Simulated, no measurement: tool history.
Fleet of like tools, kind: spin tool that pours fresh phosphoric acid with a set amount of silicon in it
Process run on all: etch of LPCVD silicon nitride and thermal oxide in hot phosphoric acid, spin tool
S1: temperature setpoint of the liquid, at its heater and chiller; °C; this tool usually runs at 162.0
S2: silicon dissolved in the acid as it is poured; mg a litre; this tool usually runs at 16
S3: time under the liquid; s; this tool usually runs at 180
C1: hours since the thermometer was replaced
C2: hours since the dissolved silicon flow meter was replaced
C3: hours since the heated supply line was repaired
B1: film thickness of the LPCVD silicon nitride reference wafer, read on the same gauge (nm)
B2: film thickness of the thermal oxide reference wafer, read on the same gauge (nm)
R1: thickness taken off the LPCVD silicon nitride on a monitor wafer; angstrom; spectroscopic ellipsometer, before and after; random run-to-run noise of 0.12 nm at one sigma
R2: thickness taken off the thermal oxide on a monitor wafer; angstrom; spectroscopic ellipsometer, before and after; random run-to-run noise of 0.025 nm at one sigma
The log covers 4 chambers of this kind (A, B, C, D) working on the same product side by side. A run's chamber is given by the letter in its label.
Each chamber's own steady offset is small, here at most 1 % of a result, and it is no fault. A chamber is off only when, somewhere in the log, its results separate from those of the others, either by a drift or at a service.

run,hour,S1,S2,S3,C1,C2,C3,B1,B2,R1,R2
1B,10.8,162.0,16,180,673.9,613.3,2546.3,49.999,129.99,157.870,4.3134
2A,19.1,162.0,16,180,1362.4,1212.3,1652.6,50.000,130.00,162.050,4.6236
3D,31.3,162.0,16,180,1426.3,406.4,88.5,49.991,130.01,163.200,3.9924
4C,39.3,162.0,16,180,2259.1,1024.5,611.6,49.983,129.99,164.250,4.2873
5B,46.2,162.0,16,240,709.3,648.7,2581.7,49.986,130.01,215.540,5.8111
6C,54.7,162.0,16,240,2274.5,1039.9,627.0,49.983,130.00,218.370,5.1177
7D,67.7,162.0,16,240,1462.7,442.8,124.9,49.981,130.01,213.820,5.9907
8A,79.2,162.0,16,240,1422.5,1272.4,1712.7,50.015,129.98,212.140,5.6136
9B,89.5,163.5,16,180,752.6,692.0,2625.0,49.995,130.01,167.580,4.9087
# hour 95.0: chamber A: thermometer replaced
10A,97.0,163.5,16,180,2.0,1290.2,1730.5,50.002,130.01,169.030,4.4415
11C,110.3,163.5,16,180,2330.1,1095.5,682.6,49.966,130.01,172.000,4.9228
12D,125.6,163.5,16,180,1520.6,500.7,182.8,49.994,130.00,169.020,4.8014
13B,139.2,162.0,16,180,802.3,741.7,2674.7,49.965,130.00,159.580,3.8574
14A,150.5,162.0,16,180,55.5,1343.7,1784.0,50.007,130.01,157.820,4.0103
15D,162.4,160.0,16,75,1557.4,537.5,219.6,49.985,130.00,62.500,1.5021
16C,172.3,160.0,16,75,2392.1,1157.5,744.6,49.989,130.01,63.158,1.4008
17A,188.4,160.0,16,75,93.4,1381.6,1821.9,50.003,129.99,60.935,1.4467
18C,199.2,160.0,16,75,2419.0,1184.4,771.5,49.985,130.00,63.323,1.6776
# hour 203.4: chamber C: thermometer replaced
19D,206.3,162.0,16,180,1601.3,581.4,263.5,49.973,129.99,160.470,4.2468
20B,215.8,162.0,16,180,878.9,818.3,2751.3,49.986,130.01,160.550,4.5867
21D,223.8,162.0,16,180,1618.8,598.9,281.0,49.977,129.99,162.070,4.2937
22C,234.5,162.0,16,180,31.1,1219.7,806.8,50.047,130.00,161.390,4.4351
# hour 240.1: chamber A: dissolved silicon flow meter replaced
23B,248.3,162.0,16,180,911.4,850.8,2783.8,50.005,130.00,161.890,4.3063
24A,259.4,162.0,16,180,164.4,19.3,1892.9,49.972,129.98,157.440,4.1074
25B,269.3,162.0,12,85,932.4,871.8,2804.8,50.014,130.00,75.875,2.2537
26A,281.3,162.0,12,85,186.3,41.2,1914.8,49.983,130.01,72.092,2.1310
27D,293.5,162.0,12,85,1688.5,668.6,350.7,49.985,130.01,75.682,2.5146
28C,304.6,162.0,12,85,101.2,1289.8,876.9,49.991,130.01,77.037,2.3131
29B,312.2,162.0,16,180,975.3,914.7,2847.7,49.987,129.99,158.880,4.4541
30C,328.1,162.0,16,180,124.7,1313.3,900.4,49.992,130.01,162.640,4.1623
31D,339.1,162.0,16,180,1734.1,714.2,396.3,49.999,130.01,163.190,4.5810
32A,350.5,162.0,16,180,255.5,110.4,1984.0,50.016,130.00,149.930,3.5680
33B,357.6,162.0,16,180,1020.7,960.1,2893.1,49.994,129.99,158.250,4.1963
34C,367.4,162.0,16,180,164.0,1352.6,939.7,50.025,130.00,163.090,4.6057
35D,378.5,163.0,16,95,1773.5,753.6,435.7,50.018,129.99,87.753,2.5820
36A,390.5,163.0,16,95,295.5,150.4,2024.0,49.991,130.00,82.348,1.8767
37D,398.1,163.0,16,95,1793.1,773.2,455.3,49.962,129.99,88.674,2.1957
38B,413.2,163.0,16,95,1076.3,1015.7,2948.7,50.004,130.00,87.012,2.5547
39C,422.0,162.0,16,180,218.6,1407.2,994.3,49.985,130.01,162.030,3.8028

The same settings go to every chamber for the next run, one line per chamber below. Forecast the results for each:
40A,433.5,162.0,16,180,,,,,,?,?
40B,433.5,162.0,16,180,,,,,,?,?
40C,433.5,162.0,16,180,,,,,,?,?
40D,433.5,162.0,16,180,,,,,,?,?

run,R1,R2
40A,149.940,3.9417
40B,161.650,4.4769
40C,162.440,4.1992
40D,161.480,4.2581

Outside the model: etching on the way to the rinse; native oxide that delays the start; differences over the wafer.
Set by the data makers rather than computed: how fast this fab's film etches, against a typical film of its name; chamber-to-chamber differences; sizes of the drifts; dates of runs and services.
